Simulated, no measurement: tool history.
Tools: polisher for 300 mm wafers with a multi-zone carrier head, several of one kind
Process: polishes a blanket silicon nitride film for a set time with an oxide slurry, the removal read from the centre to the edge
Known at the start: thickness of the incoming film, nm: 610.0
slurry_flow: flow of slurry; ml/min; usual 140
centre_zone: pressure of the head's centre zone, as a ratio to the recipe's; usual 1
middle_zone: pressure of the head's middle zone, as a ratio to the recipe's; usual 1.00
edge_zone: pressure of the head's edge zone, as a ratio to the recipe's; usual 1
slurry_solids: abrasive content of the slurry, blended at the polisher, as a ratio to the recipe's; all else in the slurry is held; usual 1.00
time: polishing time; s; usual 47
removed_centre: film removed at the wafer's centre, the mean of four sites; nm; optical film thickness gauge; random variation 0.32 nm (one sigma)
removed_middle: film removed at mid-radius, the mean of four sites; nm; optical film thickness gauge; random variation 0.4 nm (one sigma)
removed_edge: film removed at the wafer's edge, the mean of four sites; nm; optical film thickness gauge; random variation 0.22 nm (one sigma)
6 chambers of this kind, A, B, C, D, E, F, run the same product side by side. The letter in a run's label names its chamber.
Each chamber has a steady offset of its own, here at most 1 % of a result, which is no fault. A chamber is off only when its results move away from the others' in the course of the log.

run	hour	slurry_flow	centre_zone	middle_zone	edge_zone	slurry_solids	time	removed_centre	removed_middle	removed_edge
# hour 4.7: chamber C: slurry nozzle cleaned
# hour 6.3: chamber F: worn pad replaced by a new one
1E	9.6	140	1	1.00	1	1.00	47	29.711	30.742	30.261
2C	17.7	140	1	1.00	1	1.00	47	29.976	29.831	30.303
3A	25.1	140	1	1.00	1	1.00	47	30.235	30.303	30.384
4F	35.4	140	1	1.00	1	1.00	47	29.592	30.303	30.078
5B	48.1	140	1	1.00	1	1.00	47	30.384	30.263	29.759
# hour 50.4: chamber C: worn pad replaced by a new one
# hour 50.8: chamber E: worn pad replaced by a new one
# hour 54.0: chamber B: worn pad replaced by a new one
# hour 59.0: chamber A: worn pad replaced by a new one
6D	60.1	140	1	1.00	1	1.00	47	30.842	29.836	30.140
7E	72.9	140	1	1.00	1	1.00	47	29.627	30.139	30.301
# hour 75.6: chamber D: worn pad replaced by a new one
# hour 80.6: chamber F: worn pad replaced by a new one
8F	85.5	140	1	1.00	1	1.00	47	30.623	30.483	30.392
# hour 93.1: chamber B: centre zone pressure recalibrated
# hour 94.7: chamber F: centre zone pressure recalibrated
9B	96.6	140	1	1.00	1	1.00	47	29.640	31.037	30.395
10A	103.2	140	1	1.00	1	1.00	47	30.204	30.379	30.462
# hour 112.3: chamber A: centre zone pressure recalibrated
11C	114.3	160	1	1.00	1	1.00	32	20.819	20.649	20.750
# hour 117.2: chamber C: worn pad replaced by a new one
12D	120.6	160	1	1.00	1	1.00	32	21.218	21.480	21.397
13A	130.9	160	1	1.00	1	1.00	32	21.092	21.278	20.942
# hour 132.3: chamber E: worn pad replaced by a new one
14C	137.8	160	1	1.00	1	1.00	32	21.007	20.882	21.023
# hour 140.0: chamber B: worn pad replaced by a new one
15B	144.4	160	1	1.00	1	1.00	32	21.020	21.372	21.083
# hour 145.1: chamber B: slurry nozzle cleaned
# hour 152.2: chamber A: worn pad replaced by a new one
16D	153.4	160	1	1.00	1	1.00	32	21.270	21.248	20.882
# hour 160.1: chamber F: worn pad replaced by a new one
17F	162.8	180	1	1.00	1	1.00	59	39.727	40.428	39.614
# hour 163.7: chamber D: worn pad replaced by a new one
# hour 168.1: chamber E: centre zone pressure recalibrated
18E	171.8	180	1	1.00	1	1.00	59	39.895	39.318	39.525
19C	183.0	180	1	1.00	1	1.00	59	39.373	38.875	38.569
# hour 186.2: chamber A: slurry nozzle cleaned
20B	189.8	180	1	1.00	1	1.00	59	39.317	39.729	39.762
# hour 190.9: chamber C: worn pad replaced by a new one
21A	197.9	180	1	1.00	1	1.00	59	40.376	39.110	39.361
22F	206.9	180	1	1.00	1	1.00	59	39.632	39.786	39.068
# hour 214.8: chamber B: worn pad replaced by a new one
23E	216.2	140	1	1.00	1	1.00	47	29.233	30.575	30.385
24D	227.1	140	1	1.00	1	1.00	47	30.979	30.176	30.374
# hour 232.8: chamber E: worn pad replaced by a new one
# hour 234.2: chamber F: worn pad replaced by a new one
# hour 239.2: chamber A: worn pad replaced by a new one
25B	239.9	140	1	1.07	1	1.15	47	31.786	34.025	31.997
26A	252.7	140	1	1.07	1	1.15	47	32.076	34.038	31.768
# hour 258.4: chamber C: worn pad replaced by a new one
27C	258.9	140	1	1.07	1	1.15	47	32.194	33.684	31.998
# hour 261.5: chamber D: worn pad replaced by a new one
28E	266.4	140	1	1.07	1	1.15	47	31.568	33.934	31.867
29D	277.5	140	1	1.07	1	1.15	47	32.400	33.462	31.938
30F	284.4	140	1	1.07	1	1.15	47	31.502	35.618	32.033
31D	297.6	140	1	1.00	1	1.00	47	30.236	30.273	30.885
# hour 298.5: chamber B: worn pad replaced by a new one
# hour 303.5: chamber F: worn pad replaced by a new one
32F	309.4	140	1	1.00	1	1.00	47	30.421	30.572	29.930
# hour 313.9: chamber E: worn pad replaced by a new one
# hour 320.5: chamber A: worn pad replaced by a new one
33E	320.7	140	1	1.00	1	1.00	47	30.031	31.049	30.361
34A	332.8	140	1	1.00	1	1.00	47	30.268	29.948	30.458
# hour 333.1: chamber C: worn pad replaced by a new one
35B	339.0	140	1	1.00	1	1.00	47	29.972	30.545	30.262
# hour 346.1: chamber C: edge zone pressure recalibrated
# hour 350.3: chamber F: slurry nozzle cleaned
36C	350.3	140	1	1.00	1	1.00	47	29.356	29.653	29.698
37A	357.1	140	1	1.00	1	1.00	47	30.712	30.412	30.169
38F	369.1	140	1	1.00	1	1.00	47	29.972	30.786	29.950
39E	381.0	140	1	1.00	1	1.00	47	29.725	30.122	30.191

What goes on in this fleet: one chamber off, a drifting gauge, or nothing beyond the chambers' own small offsets? Name the chamber and the cause, if any.

No chamber stands off beyond its own small offset, and the gauge holds steady.
